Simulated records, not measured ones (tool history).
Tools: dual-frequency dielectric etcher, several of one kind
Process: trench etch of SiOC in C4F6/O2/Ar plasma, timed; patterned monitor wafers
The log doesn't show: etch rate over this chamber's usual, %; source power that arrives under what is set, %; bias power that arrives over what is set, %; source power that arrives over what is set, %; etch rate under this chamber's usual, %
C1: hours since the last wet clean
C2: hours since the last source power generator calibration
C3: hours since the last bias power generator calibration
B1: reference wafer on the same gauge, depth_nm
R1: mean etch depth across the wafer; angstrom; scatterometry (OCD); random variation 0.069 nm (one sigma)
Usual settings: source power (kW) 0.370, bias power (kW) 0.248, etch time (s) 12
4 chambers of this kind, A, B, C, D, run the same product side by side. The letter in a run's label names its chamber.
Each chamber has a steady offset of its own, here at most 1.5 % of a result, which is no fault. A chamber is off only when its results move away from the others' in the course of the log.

run 1A hour=10.3 | source_power_(kW)=0.370 bias_power_(kW)=0.248 etch_time_(s)=12 | C1=417.8 C2=4433.8 C3=3811.8 | B1=28.220 | R1=266.83
run 2B hour=16.6 | source_power_(kW)=0.370 bias_power_(kW)=0.248 etch_time_(s)=12 | C1=236.5 C2=571.2 C3=3896.4 | B1=28.203 | R1=268.77
run 3D hour=26.8 | source_power_(kW)=0.370 bias_power_(kW)=0.248 etch_time_(s)=12 | C1=286.4 C2=3765.8 C3=995.4 | B1=28.197 | R1=269.50
run 4C hour=35.9 | source_power_(kW)=0.370 bias_power_(kW)=0.248 etch_time_(s)=12 | C1=312.1 C2=239.9 C3=712.6 | B1=28.185 | R1=268.05
run 5D hour=42.5 | source_power_(kW)=0.370 bias_power_(kW)=0.248 etch_time_(s)=12 | C1=302.1 C2=3781.5 C3=1011.1 | B1=28.213 | R1=269.11
run 6C hour=50.8 | source_power_(kW)=0.400 bias_power_(kW)=0.277 etch_time_(s)=12 | C1=327.0 C2=254.8 C3=727.5 | B1=28.201 | R1=286.31
run 7A hour=56.5 | source_power_(kW)=0.400 bias_power_(kW)=0.277 etch_time_(s)=12 | C1=464.0 C2=4480.0 C3=3858.0 | B1=28.183 | R1=284.82
run 8B hour=66.9 | source_power_(kW)=0.400 bias_power_(kW)=0.277 etch_time_(s)=12 | C1=286.8 C2=621.5 C3=3946.7 | B1=28.192 | R1=288.96
run 9D hour=73.2 | source_power_(kW)=0.400 bias_power_(kW)=0.277 etch_time_(s)=12 | C1=332.8 C2=3812.2 C3=1041.8 | B1=28.198 | R1=288.36
-- hour=74.5 chamber A: wet clean of the chamber
run 10C hour=82.1 | source_power_(kW)=0.370 bias_power_(kW)=0.248 etch_time_(s)=12 | C1=358.3 C2=286.1 C3=758.8 | B1=28.185 | R1=268.31
run 11A hour=87.3 | source_power_(kW)=0.370 bias_power_(kW)=0.248 etch_time_(s)=12 | C1=12.8 C2=4510.8 C3=3888.8 | B1=28.194 | R1=266.24
-- hour=89.0 chamber C: wet clean of the chamber
run 12B hour=94.3 | source_power_(kW)=0.370 bias_power_(kW)=0.248 etch_time_(s)=12 | C1=314.2 C2=648.9 C3=3974.1 | B1=28.190 | R1=268.86
run 13B hour=103.7 | source_power_(kW)=0.370 bias_power_(kW)=0.248 etch_time_(s)=12 | C1=323.6 C2=658.3 C3=3983.5 | B1=28.205 | R1=270.66
run 14A hour=111.6 | source_power_(kW)=0.370 bias_power_(kW)=0.248 etch_time_(s)=12 | C1=37.1 C2=4535.1 C3=3913.1 | B1=28.192 | R1=265.43
run 15C hour=116.6 | source_power_(kW)=0.370 bias_power_(kW)=0.248 etch_time_(s)=12 | C1=27.7 C2=320.6 C3=793.3 | B1=28.184 | R1=258.31
run 16D hour=122.2 | source_power_(kW)=0.370 bias_power_(kW)=0.248 etch_time_(s)=12 | C1=381.8 C2=3861.2 C3=1090.8 | B1=28.199 | R1=269.48
run 17A hour=132.5 | source_power_(kW)=0.370 bias_power_(kW)=0.248 etch_time_(s)=12 | C1=58.0 C2=4556.0 C3=3934.0 | B1=28.200 | R1=266.22
run 18D hour=143.7 | source_power_(kW)=0.370 bias_power_(kW)=0.248 etch_time_(s)=12 | C1=403.3 C2=3882.7 C3=1112.3 | B1=28.211 | R1=269.85
run 19B hour=149.7 | source_power_(kW)=0.370 bias_power_(kW)=0.248 etch_time_(s)=12 | C1=369.6 C2=704.3 C3=4029.5 | B1=28.220 | R1=269.71
run 20C hour=160.8 | source_power_(kW)=0.370 bias_power_(kW)=0.248 etch_time_(s)=12 | C1=71.9 C2=364.8 C3=837.5 | B1=28.196 | R1=258.73
run 21B hour=165.8 | source_power_(kW)=0.370 bias_power_(kW)=0.248 etch_time_(s)=12 | C1=385.7 C2=720.4 C3=4045.6 | B1=28.199 | R1=270.01
run 22D hour=171.8 | source_power_(kW)=0.370 bias_power_(kW)=0.248 etch_time_(s)=12 | C1=431.4 C2=3910.8 C3=1140.4 | B1=28.189 | R1=268.11
-- hour=181.8 chamber D: wet clean of the chamber
run 23A hour=182.9 | source_power_(kW)=0.370 bias_power_(kW)=0.248 etch_time_(s)=12 | C1=108.4 C2=4606.4 C3=3984.4 | B1=28.183 | R1=265.94
run 24C hour=193.4 | source_power_(kW)=0.370 bias_power_(kW)=0.248 etch_time_(s)=12 | C1=104.5 C2=397.4 C3=870.1 | B1=28.203 | R1=258.12
run 25D hour=199.5 | source_power_(kW)=0.370 bias_power_(kW)=0.248 etch_time_(s)=12 | C1=17.7 C2=3938.5 C3=1168.1 | B1=28.198 | R1=270.10
run 26C hour=207.9 | source_power_(kW)=0.370 bias_power_(kW)=0.248 etch_time_(s)=12 | C1=119.0 C2=411.9 C3=884.6 | B1=28.184 | R1=259.35
-- hour=212.3 chamber A: source power generator calibrated
run 27A hour=215.8 | source_power_(kW)=0.370 bias_power_(kW)=0.305 etch_time_(s)=13 | C1=141.3 C2=3.5 C3=4017.3 | B1=28.200 | R1=309.71
run 28B hour=224.6 | source_power_(kW)=0.370 bias_power_(kW)=0.305 etch_time_(s)=13 | C1=444.5 C2=779.2 C3=4104.4 | B1=28.185 | R1=312.91
run 29C hour=232.1 | source_power_(kW)=0.370 bias_power_(kW)=0.305 etch_time_(s)=13 | C1=143.2 C2=436.1 C3=908.8 | B1=28.216 | R1=301.28

What goes on in this fleet: one chamber off, a drifting gauge, or nothing beyond the chambers' own small offsets? Name the chamber and the cause, if any.

A service left chamber C off against the others.
Cause: etch rate under this chamber's usual, % = 3.11.

Here are 4 candidates for chamber C's next run, each the usual settings with a change, their results left as question marks. Which one brings its results back in line with what the others give on the usual settings?
In line means no further than this from the other chambers' mean on the usual settings: R1 2.40 angstrom
run 30C-1 hour=240.3 | source_power_(kW)=0.370 bias_power_(kW)=0.273 etch_time_(s)=12.0 | R1=?
run 30C-2 hour=240.3 | source_power_(kW)=0.370 bias_power_(kW)=0.223 etch_time_(s)=12.0 | R1=?
run 30C-3 hour=240.3 | source_power_(kW)=0.370 bias_power_(kW)=0.209 etch_time_(s)=12.0 | R1=?
run 30C-4 hour=240.3 | source_power_(kW)=0.380 bias_power_(kW)=0.252 etch_time_(s)=12.5 | R1=?

The other chambers' mean on the usual settings: R1 268.36 angstrom
run=30C-1 R1=268.13
run=30C-2 R1=250.45
run=30C-3 R1=245.17
run=30C-4 R1=274.55
30C-1 brings the chamber back in line.

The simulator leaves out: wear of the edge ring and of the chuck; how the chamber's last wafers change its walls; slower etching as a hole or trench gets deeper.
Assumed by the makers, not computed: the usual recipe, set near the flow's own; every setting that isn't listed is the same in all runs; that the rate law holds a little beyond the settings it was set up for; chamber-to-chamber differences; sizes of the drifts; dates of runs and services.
